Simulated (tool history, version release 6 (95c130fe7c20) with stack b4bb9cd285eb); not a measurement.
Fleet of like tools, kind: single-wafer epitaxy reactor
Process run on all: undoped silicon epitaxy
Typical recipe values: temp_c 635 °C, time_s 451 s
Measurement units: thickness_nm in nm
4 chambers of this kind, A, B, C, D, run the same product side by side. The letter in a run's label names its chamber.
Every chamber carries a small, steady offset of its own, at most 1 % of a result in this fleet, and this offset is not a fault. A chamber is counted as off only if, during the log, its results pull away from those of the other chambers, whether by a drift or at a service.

run   hour  temp_c  time_s  hours since the last pyrometer calibration  read-back reference wafer on the same gauge, thickness_nm  thickness_nm
 1B    6.4     635     451                                       362.4                                                     52.964        54.947
 2A   11.1     635     451                                         609                                                     53.027        54.752
 3C   20.9     635     451                                      2321.7                                                     53.003        54.271
 4D   30.3     635     451                                      2286.2                                                     53.011        54.937
 5D   39.4     635     451                                      2295.3                                                     52.997        55.144
 6A   46.3     635     451                                       644.2                                                     52.991        54.951
 7C   54.7     635     451                                      2355.5                                                     53.043        54.421
 8B   62.2     635     451                                       418.2                                                     52.992        54.414
 9C   70.8     628     451                                      2371.6                                                     53.018        46.281
10B   75.2     628     451                                       431.2                                                     52.999        46.505
11A   81.3     628     451                                       679.2                                                     53.004        46.642
12D     88     628     451                                      2343.9                                                     52.961        46.867
13B   93.2     635     451                                       449.2                                                     53.004         54.88
14A  101.8     635     451                                       699.7                                                     53.014        54.805
     103.2  -- chamber D: pyrometer calibrated
15C  111.4     635     451                                      2412.2                                                      52.97        54.359
16D  118.3     635     451                                        15.2                                                     52.933         54.52
17D  126.1     635     451                                          23                                                     53.017        54.778
18A  134.9     635     451                                       732.8                                                     52.999        54.514
19B  144.3     635     451                                       500.3                                                     53.019        54.905
20C  149.1     635     451                                      2449.9                                                     52.996        54.242
21B  154.9     635     451                                       510.9                                                     53.043        54.524
22C  159.3     635     451                                      2460.1                                                     52.981        54.609
23A  168.6     650     451                                       766.5                                                     52.965        76.419
24D    176     650     451                                        72.9                                                     53.037        76.204
25C  181.2     650     451                                        2482                                                     52.973        75.873
26A  190.8     650     451                                       788.7                                                     53.023        76.287
27B    197     635     451                                         553                                                     52.987        54.229
28D  202.9     635     451                                        99.8                                                     53.011        54.718
29A  208.1     635     451                                         806                                                     53.018         55.43
30B  217.7     641     387                                       573.7                                                     52.959        53.429
31D  222.2     641     387                                       119.1                                                     52.999        53.705
32C  231.5     641     387                                      2532.3                                                     53.021         52.88
33C  239.3     641     387                                      2540.1                                                     53.005        53.196
34B  246.2     635     451                                       602.2                                                     52.948        54.776
35A  253.8     635     451                                       851.7                                                     53.002        55.603
36D  258.8     635     451                                       155.7                                                     52.971        54.636
37D  266.1     635     451                                         163                                                      53.01        54.925
38B  274.5     635     451                                       630.5                                                     52.978        54.732
39C  284.3     635     451                                      2585.1                                                     52.958        54.192
40A  291.1     635     451                                         889                                                     53.011        56.193
41C  300.8     635     451                                      2601.6                                                     53.032        54.099
42A  305.5     635     451                                       903.4                                                     52.992        55.671

Is one chamber off against the others, does the gauge drift, or is nothing wrong? If a chamber is off, say which, and what the likeliest cause is.

It is chamber A that slowly wanders off from its peers.
Most likely cause: wafer temperature above the value expected at the setpoint (K) = 1.17.

Chamber A could run next with any of the 4 candidate recipes listed below; each alters the usual settings, and their results appear as question marks. Which one brings its results back in line with what the other chambers deliver on the usual settings?
A result is in line if it is within this distance of the other chambers' mean on the usual settings: thickness_nm 0.7 nm
43A-1  312.7     633     444                                                                                                                    ?
43A-2  312.7     637     458                                                                                                                    ?
43A-3  312.7     636     454                                                                                                                    ?
43A-4  312.7     635     439                                                                                                                    ?

Mean of the other chambers on the usual settings: thickness_nm 54.534 nm
  run  thickness_nm
43A-1        52.813
43A-2        59.518
43A-3        57.712
43A-4        54.585
With 43A-4, the chamber falls back in line with the rest.

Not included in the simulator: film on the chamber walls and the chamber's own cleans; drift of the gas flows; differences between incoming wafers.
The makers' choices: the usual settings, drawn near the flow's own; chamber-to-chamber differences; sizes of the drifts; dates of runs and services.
